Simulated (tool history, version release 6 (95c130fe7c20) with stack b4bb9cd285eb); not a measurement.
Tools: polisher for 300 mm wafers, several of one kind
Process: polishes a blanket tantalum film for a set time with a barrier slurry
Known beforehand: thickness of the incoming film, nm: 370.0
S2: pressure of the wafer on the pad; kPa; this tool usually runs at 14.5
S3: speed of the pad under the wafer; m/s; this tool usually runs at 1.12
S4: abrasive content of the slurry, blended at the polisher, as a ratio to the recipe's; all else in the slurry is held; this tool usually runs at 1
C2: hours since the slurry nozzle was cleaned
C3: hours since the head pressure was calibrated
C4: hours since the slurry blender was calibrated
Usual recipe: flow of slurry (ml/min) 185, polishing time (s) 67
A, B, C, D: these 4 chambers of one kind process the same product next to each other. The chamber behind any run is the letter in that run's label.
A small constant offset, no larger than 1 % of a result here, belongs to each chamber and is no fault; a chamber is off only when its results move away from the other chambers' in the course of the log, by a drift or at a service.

{"hour": 0.4, "done": "chamber D: worn pad replaced by a new one"}
{"hour": 4.2, "done": "chamber B: worn pad replaced by a new one"}
{"run": "1A", "hour": 6.0, "flow of slurry (ml/min)": 185, "S2": 14.5, "S3": 1.12, "S4": 1, "polishing time (s)": 67, "wafers polished on this pad": 389, "C2": 591.9, "C3": 942.4, "C4": 280.2, "film removed (nm)": 119.35}
{"run": "2D", "hour": 13.5, "flow of slurry (ml/min)": 185, "S2": 14.5, "S3": 1.12, "S4": 1, "polishing time (s)": 67, "wafers polished on this pad": 178, "C2": 81.8, "C3": 100.5, "C4": 176.1, "film removed (nm)": 119.92}
{"run": "3C", "hour": 19.6, "flow of slurry (ml/min)": 185, "S2": 14.5, "S3": 1.12, "S4": 1, "polishing time (s)": 67, "wafers polished on this pad": 846, "C2": 501.6, "C3": 473.8, "C4": 38.6, "film removed (nm)": 120.69}
{"hour": 22.6, "done": "chamber C: worn pad replaced by a new one"}
{"run": "4B", "hour": 25.0, "flow of slurry (ml/min)": 185, "S2": 14.5, "S3": 1.12, "S4": 1, "polishing time (s)": 67, "wafers polished on this pad": 282, "C2": 389.7, "C3": 117, "C4": 73.4, "film removed (nm)": 120.86}
{"hour": 29.1, "done": "chamber A: worn pad replaced by a new one"}
{"run": "5C", "hour": 32.6, "flow of slurry (ml/min)": 185, "S2": 14.5, "S3": 1.12, "S4": 1, "polishing time (s)": 67, "wafers polished on this pad": 136, "C2": 514.6, "C3": 486.8, "C4": 51.6, "film removed (nm)": 119.49}
{"run": "6A", "hour": 40.0, "flow of slurry (ml/min)": 145, "S2": 14.5, "S3": 1.12, "S4": 1, "polishing time (s)": 67, "wafers polished on this pad": 147, "C2": 625.9, "C3": 976.4, "C4": 314.2, "film removed (nm)": 116.6}
{"hour": 45.4, "done": "chamber D: worn pad replaced by a new one"}
{"hour": 48.8, "done": "chamber C: slurry nozzle cleaned"}
{"run": "7B", "hour": 49.2, "flow of slurry (ml/min)": 145, "S2": 14.5, "S3": 1.12, "S4": 1, "polishing time (s)": 67, "wafers polished on this pad": 610, "C2": 413.9, "C3": 141.2, "C4": 97.6, "film removed (nm)": 112.67}
{"run": "8D", "hour": 55.8, "flow of slurry (ml/min)": 145, "S2": 14.5, "S3": 1.12, "S4": 1, "polishing time (s)": 67, "wafers polished on this pad": 142, "C2": 124.1, "C3": 142.8, "C4": 218.4, "film removed (nm)": 118.42}
{"run": "9C", "hour": 60.9, "flow of slurry (ml/min)": 145, "S2": 14.5, "S3": 1.12, "S4": 1, "polishing time (s)": 67, "wafers polished on this pad": 520, "C2": 12.1, "C3": 515.1, "C4": 79.9, "film removed (nm)": 116.14}
{"hour": 65.8, "done": "chamber B: worn pad replaced by a new one"}
{"run": "10D", "hour": 65.9, "flow of slurry (ml/min)": 185, "S2": 14.5, "S3": 1.12, "S4": 1, "polishing time (s)": 67, "wafers polished on this pad": 279, "C2": 134.2, "C3": 152.9, "C4": 228.5, "film removed (nm)": 120.08}
{"run": "11B", "hour": 71.7, "flow of slurry (ml/min)": 185, "S2": 14.5, "S3": 1.12, "S4": 1, "polishing time (s)": 67, "wafers polished on this pad": 81, "C2": 436.4, "C3": 163.7, "C4": 120.1, "film removed (nm)": 118.61}
{"run": "12A", "hour": 79.3, "flow of slurry (ml/min)": 185, "S2": 14.5, "S3": 1.12, "S4": 1, "polishing time (s)": 67, "wafers polished on this pad": 681, "C2": 665.2, "C3": 1015.7, "C4": 353.5, "film removed (nm)": 119.98}
{"hour": 81.9, "done": "chamber A: worn pad replaced by a new one"}
{"run": "13C", "hour": 84.5, "flow of slurry (ml/min)": 185, "S2": 14.5, "S3": 1.12, "S4": 1, "polishing time (s)": 67, "wafers polished on this pad": 840, "C2": 35.7, "C3": 538.7, "C4": 103.5, "film removed (nm)": 120.72}
{"run": "14A", "hour": 88.8, "flow of slurry (ml/min)": 185, "S2": 14.5, "S3": 1.12, "S4": 1, "polishing time (s)": 67, "wafers polished on this pad": 94, "C2": 674.7, "C3": 1025.2, "C4": 363, "film removed (nm)": 120.95}
{"hour": 93.0, "done": "chamber D: worn pad replaced by a new one"}
{"run": "15D", "hour": 94.2, "flow of slurry (ml/min)": 185, "S2": 14.5, "S3": 1.12, "S4": 1, "polishing time (s)": 67, "wafers polished on this pad": 17, "C2": 162.5, "C3": 181.2, "C4": 256.8, "film removed (nm)": 120.18}
{"hour": 97.8, "done": "chamber C: worn pad replaced by a new one"}
{"run": "16B", "hour": 100.9, "flow of slurry (ml/min)": 185, "S2": 14.5, "S3": 1.12, "S4": 0.9, "polishing time (s)": 79, "wafers polished on this pad": 477, "C2": 465.6, "C3": 192.9, "C4": 149.3, "film removed (nm)": 139.03}
{"hour": 104.4, "done": "chamber A: head pressure recalibrated"}
{"run": "17A", "hour": 107.2, "flow of slurry (ml/min)": 185, "S2": 14.5, "S3": 1.12, "S4": 0.9, "polishing time (s)": 79, "wafers polished on this pad": 343, "C2": 693.1, "C3": 2.9, "C4": 381.4, "film removed (nm)": 136.44}
{"hour": 109.3, "done": "chamber C: slurry blender recalibrated"}
{"run": "18C", "hour": 117.1, "flow of slurry (ml/min)": 185, "S2": 14.5, "S3": 1.12, "S4": 0.9, "polishing time (s)": 79, "wafers polished on this pad": 262, "C2": 68.3, "C3": 571.3, "C4": 7.8, "film removed (nm)": 136.98}
{"hour": 117.7, "done": "chamber B: worn pad replaced by a new one"}
{"run": "19D", "hour": 126.8, "flow of slurry (ml/min)": 185, "S2": 14.5, "S3": 1.12, "S4": 0.9, "polishing time (s)": 79, "wafers polished on this pad": 459, "C2": 195.1, "C3": 213.8, "C4": 289.4, "film removed (nm)": 136.53}
{"hour": 133.5, "done": "chamber A: worn pad replaced by a new one"}
{"run": "20B", "hour": 134.0, "flow of slurry (ml/min)": 185, "S2": 14.5, "S3": 1.12, "S4": 1, "polishing time (s)": 67, "wafers polished on this pad": 222, "C2": 498.7, "C3": 226, "C4": 182.4, "film removed (nm)": 120.16}
{"hour": 136.4, "done": "chamber D: worn pad replaced by a new one"}
{"hour": 142.8, "done": "chamber D: slurry blender recalibrated"}
{"run": "21B", "hour": 143.0, "flow of slurry (ml/min)": 185, "S2": 14.5, "S3": 1.12, "S4": 1, "polishing time (s)": 67, "wafers polished on this pad": 344, "C2": 507.7, "C3": 235, "C4": 191.4, "film removed (nm)": 119.04}
{"run": "22A", "hour": 148.2, "flow of slurry (ml/min)": 185, "S2": 14.5, "S3": 1.12, "S4": 1, "polishing time (s)": 67, "wafers polished on this pad": 199, "C2": 734.1, "C3": 43.9, "C4": 422.4, "film removed (nm)": 119.55}
{"run": "23D", "hour": 154.5, "flow of slurry (ml/min)": 185, "S2": 14.5, "S3": 1.12, "S4": 1, "polishing time (s)": 67, "wafers polished on this pad": 245, "C2": 222.8, "C3": 241.5, "C4": 11.8, "film removed (nm)": 121.72}
{"run": "24C", "hour": 162.0, "flow of slurry (ml/min)": 185, "S2": 14.5, "S3": 1.12, "S4": 1, "polishing time (s)": 67, "wafers polished on this pad": 871, "C2": 113.2, "C3": 616.2, "C4": 52.7, "film removed (nm)": 120.55}
{"hour": 162.1, "done": "chamber C: worn pad replaced by a new one"}
{"run": "25A", "hour": 170.0, "flow of slurry (ml/min)": 185, "S2": 14.5, "S3": 1.12, "S4": 1, "polishing time (s)": 67, "wafers polished on this pad": 495, "C2": 755.9, "C3": 65.7, "C4": 444.2, "film removed (nm)": 119.34}
{"run": "26B", "hour": 176.5, "flow of slurry (ml/min)": 185, "S2": 14.5, "S3": 1.12, "S4": 1, "polishing time (s)": 67, "wafers polished on this pad": 798, "C2": 541.2, "C3": 268.5, "C4": 224.9, "film removed (nm)": 120.17}
{"hour": 179.2, "done": "chamber B: worn pad replaced by a new one"}
{"run": "27C", "hour": 182.2, "flow of slurry (ml/min)": 185, "S2": 14.5, "S3": 1.12, "S4": 1, "polishing time (s)": 67, "wafers polished on this pad": 273, "C2": 133.4, "C3": 636.4, "C4": 72.9, "film removed (nm)": 123.76}
{"hour": 183.5, "done": "chamber D: worn pad replaced by a new one"}
{"run": "28D", "hour": 190.6, "flow of slurry (ml/min)": 185, "S2": 14.5, "S3": 1.12, "S4": 1, "polishing time (s)": 67, "wafers polished on this pad": 96, "C2": 258.9, "C3": 277.6, "C4": 47.9, "film removed (nm)": 120.25}
{"run": "29A", "hour": 197.3, "flow of slurry (ml/min)": 185, "S2": 14.5, "S3": 1.12, "S4": 1, "polishing time (s)": 67, "wafers polished on this pad": 866, "C2": 783.2, "C3": 93, "C4": 471.5, "film removed (nm)": 122.14}
{"run": "30B", "hour": 203.4, "flow of slurry (ml/min)": 185, "S2": 19.3, "S3": 1.12, "S4": 1, "polishing time (s)": 67, "wafers polished on this pad": 328, "C2": 568.1, "C3": 295.4, "C4": 251.8, "film removed (nm)": 162.96}
{"run": "31C", "hour": 208.5, "flow of slurry (ml/min)": 185, "S2": 19.3, "S3": 1.12, "S4": 1, "polishing time (s)": 67, "wafers polished on this pad": 630, "C2": 159.7, "C3": 662.7, "C4": 99.2, "film removed (nm)": 158.81}
{"run": "32D", "hour": 217.9, "flow of slurry (ml/min)": 185, "S2": 19.3, "S3": 1.12, "S4": 1, "polishing time (s)": 67, "wafers polished on this pad": 466, "C2": 286.2, "C3": 304.9, "C4": 75.2, "film removed (nm)": 157.73}

Is one chamber off against the others, does the gauge drift, or is nothing wrong? If a chamber is off, say which, and what the likeliest cause is.

Neither any chamber nor the gauge drifts; the chambers differ only by their own small, steady offsets.
